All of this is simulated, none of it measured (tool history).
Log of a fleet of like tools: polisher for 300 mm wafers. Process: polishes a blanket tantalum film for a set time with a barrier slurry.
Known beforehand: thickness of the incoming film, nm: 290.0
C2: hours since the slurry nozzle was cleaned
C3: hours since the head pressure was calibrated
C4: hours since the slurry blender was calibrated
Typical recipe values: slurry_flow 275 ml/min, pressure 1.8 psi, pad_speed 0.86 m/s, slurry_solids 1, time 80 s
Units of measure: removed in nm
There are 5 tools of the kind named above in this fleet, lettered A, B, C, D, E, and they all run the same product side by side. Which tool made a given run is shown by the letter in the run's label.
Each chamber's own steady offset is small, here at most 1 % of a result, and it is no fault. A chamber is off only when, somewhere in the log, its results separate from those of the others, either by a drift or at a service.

run 1D hour=13.8 | slurry_flow=275 pressure=1.8 pad_speed=0.86 slurry_solids=1 time=80 | wafers_polished_on_this_pad=746 C2=58.8 C3=48.8 C4=179.5 | removed=124.150
-- hour=21.6 chamber C: worn pad replaced by a new one
run 2E hour=24.1 | slurry_flow=275 pressure=1.8 pad_speed=0.86 slurry_solids=1 time=80 | wafers_polished_on_this_pad=358 C2=310.5 C3=337.1 C4=195.1 | removed=124.440
run 3B hour=35.0 | slurry_flow=275 pressure=1.8 pad_speed=0.86 slurry_solids=1 time=80 | wafers_polished_on_this_pad=810 C2=69.0 C3=614.4 C4=262.1 | removed=122.620
run 4A hour=44.0 | slurry_flow=275 pressure=1.8 pad_speed=0.86 slurry_solids=1 time=80 | wafers_polished_on_this_pad=497 C2=224.3 C3=1145.9 C4=50.3 | removed=124.650
-- hour=52.0 chamber D: slurry blender recalibrated
run 5C hour=54.7 | slurry_flow=315 pressure=1.8 pad_speed=0.86 slurry_solids=1 time=80 | wafers_polished_on_this_pad=225 C2=162.6 C3=482.6 C4=264.0 | removed=124.710
-- hour=60.5 chamber E: head pressure recalibrated
run 6E hour=67.4 | slurry_flow=315 pressure=1.8 pad_speed=0.86 slurry_solids=1 time=80 | wafers_polished_on_this_pad=652 C2=353.8 C3=6.9 C4=238.4 | removed=126.150
-- hour=77.0 chamber A: worn pad replaced by a new one
run 7A hour=81.3 | slurry_flow=315 pressure=1.8 pad_speed=0.86 slurry_solids=1 time=80 | wafers_polished_on_this_pad=29 C2=261.6 C3=1183.2 C4=87.6 | removed=127.000
-- hour=87.7 chamber B: worn pad replaced by a new one
run 8C hour=90.5 | slurry_flow=315 pressure=1.8 pad_speed=0.86 slurry_solids=1 time=80 | wafers_polished_on_this_pad=468 C2=198.4 C3=518.4 C4=299.8 | removed=125.660
-- hour=95.9 chamber A: slurry blender recalibrated
-- hour=95.9 chamber C: head pressure recalibrated
-- hour=97.7 chamber D: worn pad replaced by a new one
run 9D hour=98.3 | slurry_flow=315 pressure=1.8 pad_speed=0.86 slurry_solids=1 time=80 | wafers_polished_on_this_pad=4 C2=143.3 C3=133.3 C4=46.3 | removed=126.630
run 10B hour=110.7 | slurry_flow=275 pressure=1.8 pad_speed=0.86 slurry_solids=1 time=80 | wafers_polished_on_this_pad=156 C2=144.7 C3=690.1 C4=337.8 | removed=123.460
run 11A hour=120.0 | slurry_flow=275 pressure=1.8 pad_speed=0.86 slurry_solids=1 time=80 | wafers_polished_on_this_pad=292 C2=300.3 C3=1221.9 C4=24.2 | removed=123.860
-- hour=121.7 chamber C: worn pad replaced by a new one
run 12D hour=127.0 | slurry_flow=275 pressure=1.8 pad_speed=0.86 slurry_solids=1 time=80 | wafers_polished_on_this_pad=199 C2=172.0 C3=162.0 C4=75.0 | removed=123.360
run 13C hour=135.9 | slurry_flow=275 pressure=1.8 pad_speed=0.86 slurry_solids=1 time=80 | wafers_polished_on_this_pad=96 C2=243.8 C3=40.1 C4=345.2 | removed=124.390
run 14B hour=143.6 | slurry_flow=275 pressure=1.8 pad_speed=0.86 slurry_solids=1 time=80 | wafers_polished_on_this_pad=380 C2=177.6 C3=723.0 C4=370.7 | removed=123.680
-- hour=149.3 chamber B: slurry blender recalibrated
run 15E hour=156.9 | slurry_flow=275 pressure=1.8 pad_speed=0.86 slurry_solids=1 time=80 | wafers_polished_on_this_pad=1260 C2=443.3 C3=96.4 C4=327.9 | removed=123.420
run 16D hour=170.9 | slurry_flow=275 pressure=1.8 pad_speed=0.86 slurry_solids=1 time=80 | wafers_polished_on_this_pad=497 C2=215.9 C3=205.9 C4=118.9 | removed=124.350
run 17E hour=182.9 | slurry_flow=275 pressure=1.8 pad_speed=0.86 slurry_solids=1 time=80 | wafers_polished_on_this_pad=1437 C2=469.3 C3=122.4 C4=353.9 | removed=121.490
-- hour=189.9 chamber A: worn pad replaced by a new one
-- hour=194.9 chamber C: slurry blender recalibrated
run 18A hour=195.9 | slurry_flow=275 pressure=1.8 pad_speed=0.86 slurry_solids=1 time=80 | wafers_polished_on_this_pad=41 C2=376.2 C3=1297.8 C4=100.1 | removed=126.050
-- hour=200.1 chamber C: worn pad replaced by a new one
-- hour=205.3 chamber A: slurry nozzle cleaned
run 19C hour=208.1 | slurry_flow=275 pressure=1.8 pad_speed=0.86 slurry_solids=1 time=80 | wafers_polished_on_this_pad=54 C2=316.0 C3=112.3 C4=13.2 | removed=124.760
-- hour=210.5 chamber A: slurry blender recalibrated
-- hour=214.4 chamber E: slurry blender recalibrated
run 20B hour=216.2 | slurry_flow=275 pressure=1.8 pad_speed=0.86 slurry_solids=1 time=80 | wafers_polished_on_this_pad=873 C2=250.2 C3=795.6 C4=66.9 | removed=123.760
run 21D hour=223.1 | slurry_flow=275 pressure=1.8 pad_speed=0.86 slurry_solids=1 time=54 | wafers_polished_on_this_pad=852 C2=268.1 C3=258.1 C4=171.1 | removed=85.014
run 22B hour=234.7 | slurry_flow=275 pressure=1.8 pad_speed=0.86 slurry_solids=1 time=54 | wafers_polished_on_this_pad=999 C2=268.7 C3=814.1 C4=85.4 | removed=84.633
-- hour=238.0 chamber B: worn pad replaced by a new one
run 23C hour=247.9 | slurry_flow=275 pressure=1.8 pad_speed=0.86 slurry_solids=1 time=54 | wafers_polished_on_this_pad=325 C2=355.8 C3=152.1 C4=53.0 | removed=84.073
-- hour=253.3 chamber D: slurry blender recalibrated
run 24E hour=257.1 | slurry_flow=275 pressure=1.8 pad_speed=0.86 slurry_solids=1 time=54 | wafers_polished_on_this_pad=1941 C2=543.5 C3=196.6 C4=42.8 | removed=78.913
-- hour=262.6 chamber A: head pressure recalibrated
run 25A hour=266.1 | slurry_flow=275 pressure=1.8 pad_speed=0.86 slurry_solids=1 time=54 | wafers_polished_on_this_pad=518 C2=60.9 C3=3.6 C4=55.7 | removed=84.071
run 26A hour=272.7 | slurry_flow=275 pressure=1.8 pad_speed=0.86 slurry_solids=1 time=80 | wafers_polished_on_this_pad=563 C2=67.5 C3=10.2 C4=62.3 | removed=124.320
-- hour=273.9 chamber B: slurry nozzle cleaned
-- hour=276.4 chamber C: worn pad replaced by a new one
-- hour=278.0 chamber D: worn pad replaced by a new one
run 27D hour=281.2 | slurry_flow=275 pressure=1.8 pad_speed=0.86 slurry_solids=1 time=80 | wafers_polished_on_this_pad=22 C2=326.2 C3=316.2 C4=28.0 | removed=125.100
run 28E hour=291.6 | slurry_flow=275 pressure=1.8 pad_speed=0.86 slurry_solids=1 time=80 | wafers_polished_on_this_pad=2175 C2=578.0 C3=231.1 C4=77.3 | removed=117.440
run 29C hour=303.1 | slurry_flow=275 pressure=1.8 pad_speed=0.86 slurry_solids=1 time=80 | wafers_polished_on_this_pad=181 C2=411.0 C3=207.3 C4=108.2 | removed=124.430
run 30B hour=309.6 | slurry_flow=275 pressure=1.8 pad_speed=0.86 slurry_solids=1 time=80 | wafers_polished_on_this_pad=486 C2=35.7 C3=889.0 C4=160.3 | removed=125.510
run 31C hour=322.1 | slurry_flow=275 pressure=1.8 pad_speed=0.86 slurry_solids=1 time=80 | wafers_polished_on_this_pad=310 C2=430.0 C3=226.3 C4=127.2 | removed=123.480
run 32D hour=328.6 | slurry_flow=275 pressure=1.8 pad_speed=0.86 slurry_solids=1 time=80 | wafers_polished_on_this_pad=344 C2=373.6 C3=363.6 C4=75.4 | removed=123.260
-- hour=337.0 chamber E: slurry nozzle cleaned
run 33E hour=341.6 | slurry_flow=275 pressure=1.8 pad_speed=0.86 slurry_solids=1 time=80 | wafers_polished_on_this_pad=2515 C2=4.7 C3=281.1 C4=127.3 | removed=113.570

What goes on in this fleet: one chamber off, a drifting gauge, or nothing beyond the chambers' own small offsets? Name the chamber and the cause, if any.

Little by little, chamber E moves away from the other chambers.
What lies behind it: removal rate lost through wear of the pad, % = 9.77.
From this log alone, it may not be told apart from: head's pressure below its setpoint, %.

Which of the 4 candidates below, each the usual settings with something changed and its results left as question marks, puts chamber E back in line with what the other chambers give on the usual settings?
In line means no further than this from the other chambers' mean on the usual settings: removed 3.200 nm
run 34E-1 hour=351.7 | slurry_flow=275 pressure=1.9 pad_speed=0.90 slurry_solids=1 time=80 | removed=?
run 34E-2 hour=351.7 | slurry_flow=275 pressure=1.6 pad_speed=0.86 slurry_solids=1 time=73 | removed=?
run 34E-3 hour=351.7 | slurry_flow=275 pressure=1.8 pad_speed=0.82 slurry_solids=1 time=76 | removed=?
run 34E-4 hour=351.7 | slurry_flow=280 pressure=1.8 pad_speed=0.86 slurry_solids=1 time=98 | removed=?

Average result of the remaining chambers running the usual settings: removed 124.210 nm
run=34E-1 removed=124.570
run=34E-2 removed=91.459
run=34E-3 removed=102.270
run=34E-4 removed=138.440
It is 34E-1 that realigns the chamber with its peers.
